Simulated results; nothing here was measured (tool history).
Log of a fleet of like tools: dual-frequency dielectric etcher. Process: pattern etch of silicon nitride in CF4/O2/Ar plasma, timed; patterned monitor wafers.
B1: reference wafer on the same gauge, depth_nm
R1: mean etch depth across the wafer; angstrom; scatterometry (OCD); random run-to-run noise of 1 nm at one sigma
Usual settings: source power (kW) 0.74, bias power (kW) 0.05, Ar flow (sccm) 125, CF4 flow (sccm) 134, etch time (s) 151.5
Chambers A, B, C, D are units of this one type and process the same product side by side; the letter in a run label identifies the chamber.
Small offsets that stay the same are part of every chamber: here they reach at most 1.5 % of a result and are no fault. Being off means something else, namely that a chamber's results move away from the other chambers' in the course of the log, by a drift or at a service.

Run 1C, day 0.254: usual settings; B1 448.01. Result: R1 4078.6 angstrom.
Run 2D, day 0.454: usual settings; B1 447.72. Result: R1 4064.6 angstrom.
Run 3B, day 0.692: usual settings; B1 447.81. Result: R1 4034.3 angstrom.
Run 4A, day 0.875: usual settings; B1 447.97. Result: R1 4105.7 angstrom.
Run 5C, day 1.138: usual settings; B1 448.08. Result: R1 4087.9 angstrom.
Run 6D, day 1.338: usual settings; B1 448.11. Result: R1 4063.7 angstrom.
Run 7A, day 1.529: usual settings; B1 447.95. Result: R1 4092.9 angstrom.
Run 8B, day 1.8: usual settings but source power (kW) 0.9, bias power (kW) 0.042; B1 448.38. Result: R1 4507.3 angstrom.
Run 9C, day 2.083: usual settings but source power (kW) 0.9, bias power (kW) 0.042; B1 448.28. Result: R1 4568.9 angstrom.
At day 2.175: chamber C: wet clean of the chamber.
Run 10B, day 2.217: usual settings but source power (kW) 0.9, bias power (kW) 0.042; B1 448.24. Result: R1 4495.1 angstrom.
Run 11D, day 2.462: usual settings but source power (kW) 0.9, bias power (kW) 0.042; B1 447.89. Result: R1 4571.1 angstrom.
Run 12A, day 2.642: usual settings; B1 448.08. Result: R1 4103.5 angstrom.
Run 13B, day 2.938: usual settings but Ar flow (sccm) 144; B1 448.15. Result: R1 3927.4 angstrom.
Run 14C, day 3.112: usual settings but Ar flow (sccm) 144; B1 447.88. Result: R1 3999 angstrom.
Run 15A, day 3.312: usual settings but Ar flow (sccm) 144; B1 448.23. Result: R1 4028.7 angstrom.
Run 16D, day 3.579: usual settings but Ar flow (sccm) 144; B1 447.74. Result: R1 3986.4 angstrom.
At day 3.783: chamber B: bias power generator calibrated.
Run 17A, day 3.817: usual settings; B1 447.65. Result: R1 4096.2 angstrom.
Run 18D, day 4.083: usual settings; B1 448.18. Result: R1 4043.4 angstrom.
Run 19B, day 4.279: usual settings; B1 447.93. Result: R1 3960.7 angstrom.
Run 20C, day 4.5: usual settings; B1 448.07. Result: R1 4081.4 angstrom.
Run 21C, day 4.8: usual settings; B1 447.56. Result: R1 4071.4 angstrom.
Run 22B, day 5.042: usual settings but bias power (kW) 0.044, Ar flow (sccm) 149; B1 448.08. Result: R1 3684.2 angstrom.
Run 23A, day 5.221: usual settings but bias power (kW) 0.044, Ar flow (sccm) 149; B1 448.09. Result: R1 3841.1 angstrom.
Run 24D, day 5.429: usual settings but bias power (kW) 0.044, Ar flow (sccm) 149; B1 447.74. Result: R1 3780.9 angstrom.
Run 25C, day 5.633: usual settings but bias power (kW) 0.044, Ar flow (sccm) 149; B1 448.17. Result: R1 3826.4 angstrom.
Run 26D, day 5.812: usual settings but source power (kW) 0.82; B1 448.19. Result: R1 4459.2 angstrom.

The same settings go to every chamber for the next run, one line per chamber below. Forecast the results for each:
Run 27A, day 6.029: usual settings. Result: R1 ?.
Run 27B, day 6.029: usual settings. Result: R1 ?.
Run 27C, day 6.029: usual settings. Result: R1 ?.
Run 27D, day 6.029: usual settings. Result: R1 ?.

run      R1
27A  4094.7
27B  3925.1
27C  4076.1
27D  4065.7
